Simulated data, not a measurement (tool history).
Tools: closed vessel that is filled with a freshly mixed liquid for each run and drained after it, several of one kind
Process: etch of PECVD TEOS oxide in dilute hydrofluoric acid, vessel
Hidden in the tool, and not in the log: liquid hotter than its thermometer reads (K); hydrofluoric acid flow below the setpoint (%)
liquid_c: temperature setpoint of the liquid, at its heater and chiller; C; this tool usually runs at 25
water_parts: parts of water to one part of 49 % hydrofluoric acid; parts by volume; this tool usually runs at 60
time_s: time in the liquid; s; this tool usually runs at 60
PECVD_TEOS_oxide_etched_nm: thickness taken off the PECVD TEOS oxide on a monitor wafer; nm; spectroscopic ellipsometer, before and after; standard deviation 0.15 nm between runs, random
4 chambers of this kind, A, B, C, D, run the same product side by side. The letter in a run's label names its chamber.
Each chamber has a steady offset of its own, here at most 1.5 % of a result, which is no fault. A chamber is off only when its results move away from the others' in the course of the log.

run,hour,liquid_c,water_parts,time_s,hours since the thermometer was replaced,hours since the hydrofluoric acid flow meter was replaced,"read-back film thickness of the PECVD TEOS oxide reference wafer, read on the same gauge (nm)",PECVD_TEOS_oxide_etched_nm
1D,6.5,25,60,60,1627.5,918.5,49.978,18.851
2C,12.5,25,60,60,1973.8,395.1,49.95,18.432
3B,17.2,25,60,60,360.1,233.8,50.051,19.032
4A,24.1,25,60,60,1181.9,147.8,49.967,18.928
5A,30.6,25,60,60,1188.4,154.3,49.997,18.807
6D,36.1,25,85,85,1657.1,948.1,50.031,18.321
7B,42.5,25,85,85,385.4,259.1,49.99,18.258
8C,49.7,25,85,85,2011,432.3,50.009,17.785
9B,54,25,85,85,396.9,270.6,50.01,18.383
10C,60.9,25,60,60,2022.2,443.5,49.971,18.483
11D,64.9,25,60,60,1685.9,976.9,50.024,18.859
12A,72.4,25,60,60,1230.2,196.1,49.998,18.868
# hour 75.9: chamber D: thermometer replaced
13B,79.4,27,60,40,422.3,296,49.929,13.734
14A,84.7,27,60,40,1242.5,208.4,49.981,13.517
15D,90.2,27,60,40,14.4,1002.2,50.001,13.636
16C,96,27,60,40,2057.3,478.6,50.002,13.165
# hour 97.9: chamber D: hydrofluoric acid flow meter replaced
17D,100.3,25,60,60,24.5,2.4,49.993,18.649
18A,105.4,25,60,45,1263.2,229.1,50.042,14.056
19B,109.3,25,60,45,452.2,325.9,49.96,14.105
20C,115.5,25,60,45,2076.8,498.1,50.022,13.314
21D,119.5,25,60,45,43.7,21.6,49.98,14.074
22A,126.4,25,60,60,1284.2,250.1,50.054,18.895
23C,132.1,28.5,60,60,2093.4,514.7,50.023,20.853
24B,138.2,28.5,60,60,481.1,354.8,50.036,21.54
25B,144,28.5,60,60,486.9,360.6,50.004,22.164
26C,149.6,28.5,60,60,2110.9,532.2,49.985,20.678
27D,154.6,25,60,60,78.8,56.7,50.017,18.874
28A,159.2,21,60,90,1317,282.9,49.981,23.956
29A,164.5,21,60,90,1322.3,288.2,50.014,23.963
30B,168,21,60,90,510.9,384.6,49.953,24.517
31C,174.6,21,60,90,2135.9,557.2,49.986,22.681
32D,178.3,25,60,60,102.5,80.4,49.95,18.604
33A,184.9,25,60,60,1342.7,308.6,50.002,18.943
34D,189.2,25,60,60,113.4,91.3,49.942,18.901
35C,192.6,25,60,60,2153.9,575.2,50.047,17.78
36B,199,25,60,60,541.9,415.6,49.996,18.917
37A,204.3,25,60,60,1362.1,328,49.987,18.615
38B,211,25,60,60,553.9,427.6,49.979,19.108
39D,214.5,25,60,60,138.7,116.6,50.014,18.672

Does one chamber stand apart from the rest, does the shared gauge drift, or is all well apart from small per-chamber offsets? Give the chamber and the most likely cause, where there is one.

Little by little, chamber C moves away from the other chambers.
What lies behind it: hydrofluoric acid flow below the setpoint (%) = 5.61.
From this log alone, it may not be told apart from: liquid colder than its thermometer reads (K).

Chamber C could run next with any of the 4 candidate recipes listed below; each alters the usual settings, and their results appear as question marks. Which one brings its results back in line with what the other chambers deliver on the usual settings?
Allowed miss from the other chambers' usual-settings mean, per result, to count as in line: PECVD_TEOS_oxide_etched_nm 0.54 nm
40C-1,220,25,60,65,,,,?
40C-2,220,25,65,60,,,,?
40C-3,220,25.5,60,60,,,,?
40C-4,220,24.5,60,60,,,,?

Usual-settings mean across the other chambers: PECVD_TEOS_oxide_etched_nm 18.879 nm
run,PECVD_TEOS_oxide_etched_nm
40C-1,18.996
40C-2,16.051
40C-3,17.892
40C-4,17.184
40C-1 puts the chamber back in line with the other chambers.
